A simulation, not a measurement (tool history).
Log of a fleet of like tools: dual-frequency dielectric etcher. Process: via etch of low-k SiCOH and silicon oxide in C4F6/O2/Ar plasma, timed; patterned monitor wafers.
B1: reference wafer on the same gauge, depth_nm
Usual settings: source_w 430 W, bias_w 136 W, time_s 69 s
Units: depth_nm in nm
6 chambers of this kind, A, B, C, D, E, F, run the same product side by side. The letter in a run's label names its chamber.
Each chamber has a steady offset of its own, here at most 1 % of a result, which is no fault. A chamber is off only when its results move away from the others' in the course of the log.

{"run": "1A", "day": 0.208, "source_w": 430, "bias_w": 136, "time_s": 69, "B1": 162.07, "depth_nm": 171.31}
{"run": "2D", "day": 0.346, "source_w": 430, "bias_w": 136, "time_s": 69, "B1": 161.98, "depth_nm": 170.12}
{"run": "3E", "day": 0.517, "source_w": 430, "bias_w": 136, "time_s": 69, "B1": 162.02, "depth_nm": 169.36}
{"day": 0.65, "done": "chamber A: wet clean of the chamber"}
{"run": "4F", "day": 0.667, "source_w": 430, "bias_w": 136, "time_s": 69, "B1": 161.95, "depth_nm": 170.75}
{"run": "5B", "day": 0.862, "source_w": 430, "bias_w": 136, "time_s": 69, "B1": 161.96, "depth_nm": 168.44}
{"run": "6C", "day": 0.971, "source_w": 430, "bias_w": 136, "time_s": 69, "B1": 162.02, "depth_nm": 171.29}
{"run": "7A", "day": 1.188, "source_w": 430, "bias_w": 136, "time_s": 69, "B1": 161.93, "depth_nm": 171}
{"run": "8C", "day": 1.392, "source_w": 430, "bias_w": 136, "time_s": 69, "B1": 162, "depth_nm": 170.73}
{"run": "9B", "day": 1.496, "source_w": 430, "bias_w": 160, "time_s": 83, "B1": 161.91, "depth_nm": 212.63}
{"run": "10E", "day": 1.675, "source_w": 430, "bias_w": 160, "time_s": 83, "B1": 161.99, "depth_nm": 214.07}
{"run": "11F", "day": 1.829, "source_w": 430, "bias_w": 160, "time_s": 83, "B1": 162.1, "depth_nm": 216.78}
{"run": "12D", "day": 2.017, "source_w": 430, "bias_w": 160, "time_s": 83, "B1": 161.98, "depth_nm": 216.44}
{"run": "13E", "day": 2.225, "source_w": 430, "bias_w": 160, "time_s": 83, "B1": 162.04, "depth_nm": 213}
{"run": "14C", "day": 2.396, "source_w": 430, "bias_w": 160, "time_s": 83, "B1": 162, "depth_nm": 216.23}
{"run": "15D", "day": 2.55, "source_w": 430, "bias_w": 164, "time_s": 59, "B1": 161.97, "depth_nm": 154.04}
{"run": "16A", "day": 2.658, "source_w": 430, "bias_w": 164, "time_s": 59, "B1": 162.04, "depth_nm": 154.49}
{"run": "17B", "day": 2.821, "source_w": 430, "bias_w": 164, "time_s": 59, "B1": 161.95, "depth_nm": 151.57}
{"run": "18F", "day": 2.975, "source_w": 430, "bias_w": 164, "time_s": 59, "B1": 162.05, "depth_nm": 153.84}
{"run": "19B", "day": 3.138, "source_w": 430, "bias_w": 164, "time_s": 59, "B1": 162.09, "depth_nm": 152.02}
{"run": "20F", "day": 3.308, "source_w": 430, "bias_w": 164, "time_s": 59, "B1": 162.17, "depth_nm": 154.55}
{"run": "21E", "day": 3.5, "source_w": 430, "bias_w": 136, "time_s": 69, "B1": 162.06, "depth_nm": 169.92}
{"run": "22D", "day": 3.612, "source_w": 430, "bias_w": 136, "time_s": 69, "B1": 161.91, "depth_nm": 170.41}
{"run": "23A", "day": 3.775, "source_w": 430, "bias_w": 136, "time_s": 69, "B1": 162.1, "depth_nm": 171.46}
{"run": "24C", "day": 3.917, "source_w": 430, "bias_w": 136, "time_s": 69, "B1": 162.05, "depth_nm": 171.51}
{"run": "25A", "day": 4.033, "source_w": 430, "bias_w": 136, "time_s": 69, "B1": 162.03, "depth_nm": 171.52}
{"run": "26D", "day": 4.204, "source_w": 430, "bias_w": 136, "time_s": 69, "B1": 161.9, "depth_nm": 170.07}
{"run": "27C", "day": 4.421, "source_w": 430, "bias_w": 136, "time_s": 69, "B1": 162.05, "depth_nm": 170.75}
{"run": "28F", "day": 4.546, "source_w": 430, "bias_w": 136, "time_s": 69, "B1": 161.99, "depth_nm": 168.71}
{"run": "29E", "day": 4.758, "source_w": 430, "bias_w": 136, "time_s": 62, "B1": 161.97, "depth_nm": 151.77}
{"run": "30B", "day": 4.95, "source_w": 430, "bias_w": 136, "time_s": 62, "B1": 162.06, "depth_nm": 152.04}
{"run": "31E", "day": 5.075, "source_w": 430, "bias_w": 136, "time_s": 62, "B1": 162, "depth_nm": 151.88}
{"run": "32B", "day": 5.238, "source_w": 430, "bias_w": 136, "time_s": 62, "B1": 162.03, "depth_nm": 151.59}
{"run": "33C", "day": 5.433, "source_w": 430, "bias_w": 136, "time_s": 62, "B1": 162.04, "depth_nm": 152.71}
{"run": "34A", "day": 5.529, "source_w": 430, "bias_w": 136, "time_s": 62, "B1": 162.11, "depth_nm": 153.8}
{"run": "35F", "day": 5.638, "source_w": 430, "bias_w": 136, "time_s": 69, "B1": 162, "depth_nm": 167.09}
{"run": "36D", "day": 5.812, "source_w": 370, "bias_w": 114, "time_s": 69, "B1": 161.98, "depth_nm": 152.75}

Next, every chamber runs the same settings. What will each give?
{"run": "37A", "day": 5.971, "source_w": 430, "bias_w": 136, "time_s": 69, "depth_nm": "?"}
{"run": "37B", "day": 5.971, "source_w": 430, "bias_w": 136, "time_s": 69, "depth_nm": "?"}
{"run": "37C", "day": 5.971, "source_w": 430, "bias_w": 136, "time_s": 69, "depth_nm": "?"}
{"run": "37D", "day": 5.971, "source_w": 430, "bias_w": 136, "time_s": 69, "depth_nm": "?"}
{"run": "37E", "day": 5.971, "source_w": 430, "bias_w": 136, "time_s": 69, "depth_nm": "?"}
{"run": "37F", "day": 5.971, "source_w": 430, "bias_w": 136, "time_s": 69, "depth_nm": "?"}

run=37A depth_nm=170.93
run=37B depth_nm=169.7
run=37C depth_nm=170.53
run=37D depth_nm=170.25
run=37E depth_nm=168.35
run=37F depth_nm=167.16
